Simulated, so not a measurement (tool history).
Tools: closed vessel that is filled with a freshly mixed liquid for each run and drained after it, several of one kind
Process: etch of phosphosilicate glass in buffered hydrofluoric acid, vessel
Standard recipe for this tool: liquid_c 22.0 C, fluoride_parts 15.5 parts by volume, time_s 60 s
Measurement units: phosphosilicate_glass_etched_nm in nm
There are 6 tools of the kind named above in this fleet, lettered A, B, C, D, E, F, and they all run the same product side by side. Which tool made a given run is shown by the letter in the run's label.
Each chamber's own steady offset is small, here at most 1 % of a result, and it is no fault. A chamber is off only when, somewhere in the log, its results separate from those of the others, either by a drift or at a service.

run   hour  liquid_c  fluoride_parts  time_s  hours since the thermometer was replaced  hours since the hydrofluoric acid flow meter was replaced  read-back film thickness of the phosphosilicate glass reference wafer, read on the same gauge (nm)  phosphosilicate_glass_etched_nm
 1F    7.9      22.0            15.5      60                                     118.8                                                      908.7                                                                                              110.01                          122.330
 2E   16.6      22.0            15.5      60                                     548.1                                                     1095.2                                                                                              109.98                          120.000
 3D   24.3      22.0            15.5      60                                    1353.2                                                     1141.9                                                                                              110.01                          118.950
 4A   31.0      22.0            15.5      60                                    1439.7                                                     1045.9                                                                                              110.00                          120.300
 5B   42.1      22.0            15.5      60                                     340.0                                                      850.0                                                                                              109.98                          121.860
 6C   53.2      22.0            15.5      60                                     120.9                                                      936.2                                                                                              109.99                          120.190
 7B   61.0      22.0            15.5      60                                     358.9                                                      868.9                                                                                              110.05                          122.820
 8D   70.7      22.0            15.5      60                                    1399.6                                                     1188.3                                                                                              109.94                          120.130
      79.3  -- chamber F: hydrofluoric acid flow meter replaced
 9C   79.5      22.0            15.5      60                                     147.2                                                      962.5                                                                                              109.98                          120.160
10E   86.4      22.0            15.5      60                                     617.9                                                     1165.0                                                                                              110.00                          120.020
11F   93.4      22.0            15.5      60                                     204.3                                                       14.2                                                                                              110.04                          120.460
12A   99.3      22.0            15.5      60                                    1508.0                                                     1114.2                                                                                              109.98                          119.650
13F  111.0      22.0            15.5      60                                     221.9                                                       31.8                                                                                              110.00                          119.690
14E  118.2      22.0            15.5      60                                     649.7                                                     1196.8                                                                                              109.99                          121.230
15A  129.8      22.0            15.5      60                                    1538.5                                                     1144.7                                                                                              110.01                          117.440
16D  142.4      26.5            15.5      60                                    1471.3                                                     1260.0                                                                                              110.01                          151.150
17B  154.3      26.5            15.5      60                                     452.2                                                      962.2                                                                                              110.06                          148.530
18C  163.2      26.5            15.5      60                                     230.9                                                     1046.2                                                                                              110.03                          155.690
     169.6  -- chamber D: hydrofluoric acid flow meter replaced
19C  170.2      26.5            15.5      60                                     237.9                                                     1053.2                                                                                              110.01                          153.530
     171.7  -- chamber A: hydrofluoric acid flow meter replaced
20F  179.0      26.5            15.5      60                                     289.9                                                       99.8                                                                                              110.02                          154.330
21A  185.5      26.5            15.5      60                                    1594.2                                                       13.9                                                                                              110.03                          154.420
22D  193.2      22.0            15.5      30                                    1522.1                                                       23.6                                                                                              110.00                           59.975
23E  205.7      22.0            15.5      30                                     737.2                                                     1284.3                                                                                              110.01                           59.621
24B  217.2      22.0            15.5      30                                     515.1                                                     1025.1                                                                                              109.98                           57.414
25D  224.6      22.0            15.5      30                                    1553.5                                                       55.0                                                                                              110.00                           59.361
26E  230.5      22.0            15.5      30                                     762.0                                                     1309.1                                                                                              109.98                           59.145
27F  240.8      22.0            15.5      30                                     351.7                                                      161.6                                                                                              109.94                           60.734
28C  251.3      22.0            15.5      60                                     319.0                                                     1134.3                                                                                              109.93                          121.610
     252.1  -- chamber E: hydrofluoric acid flow meter replaced
29A  257.4      22.0            12.5      40                                    1666.1                                                       85.8                                                                                              109.99                           98.176
30B  267.1      22.0            12.5      40                                     565.0                                                     1075.0                                                                                              109.97                           94.690
     269.9  -- chamber B: hydrofluoric acid flow meter replaced
31B  273.6      22.0            12.5      40                                     571.5                                                        3.7                                                                                              109.98                           94.321
32C  280.8      22.0            12.5      40                                     348.5                                                     1163.8                                                                                              110.02                          100.230
33E  287.4      22.0            12.5      40                                     818.9                                                       35.4                                                                                              109.96                           97.960
34F  297.3      22.0            12.5      40                                     408.2                                                      218.1                                                                                              109.98                          100.930
35D  304.6      22.0            15.5      60                                    1633.5                                                      135.0                                                                                              110.03                          120.490
36A  313.1      22.0            15.5      60                                    1721.8                                                      141.5                                                                                              110.01                          119.370
37E  321.6      22.0            15.5      60                                     853.1                                                       69.6                                                                                              110.02                          121.110
38D  328.6      22.0            15.5      60                                    1657.5                                                      159.0                                                                                              109.97                          120.800
39A  336.7      22.0            15.5      60                                    1745.4                                                      165.1                                                                                              110.03                          119.220
40B  344.3      22.0            20.5      60                                     642.2                                                       74.4                                                                                              110.03                           83.385

Decide between three cases: one chamber stands off from its peers, the gauge reading all wafers drifts, or nothing is wrong past each chamber's small offset. Where a chamber is off, say which and what most likely put it there.

One chamber, B, drifts off from the rest bit by bit.
What lies behind it: liquid colder than its thermometer reads (K) = 1.93.

Chamber B could run next with any of the 4 candidate recipes listed below; each alters the usual settings, and their results appear as question marks. Which one brings its results back in line with what the other chambers deliver on the usual settings?
In line here means within this much of the mean the other chambers give on the usual settings: phosphosilicate_glass_etched_nm 4.000 nm
41B-1  353.3      22.0            16.0      60                                                                                                                                                                                                                                         ?
41B-2  353.3      22.0            14.0      60                                                                                                                                                                                                                                         ?
41B-3  353.3      22.5            15.5      60                                                                                                                                                                                                                                         ?
41B-4  353.3      22.0            15.5      55                                                                                                                                                                                                                                         ?

The mean the other chambers reach with the usual settings: phosphosilicate_glass_etched_nm 120.550 nm
  run  phosphosilicate_glass_etched_nm
41B-1                          106.210
41B-2                          121.130
41B-3                          112.630
41B-4                          100.450
The answer is 41B-2, which returns the chamber to within the allowed miss of the others.
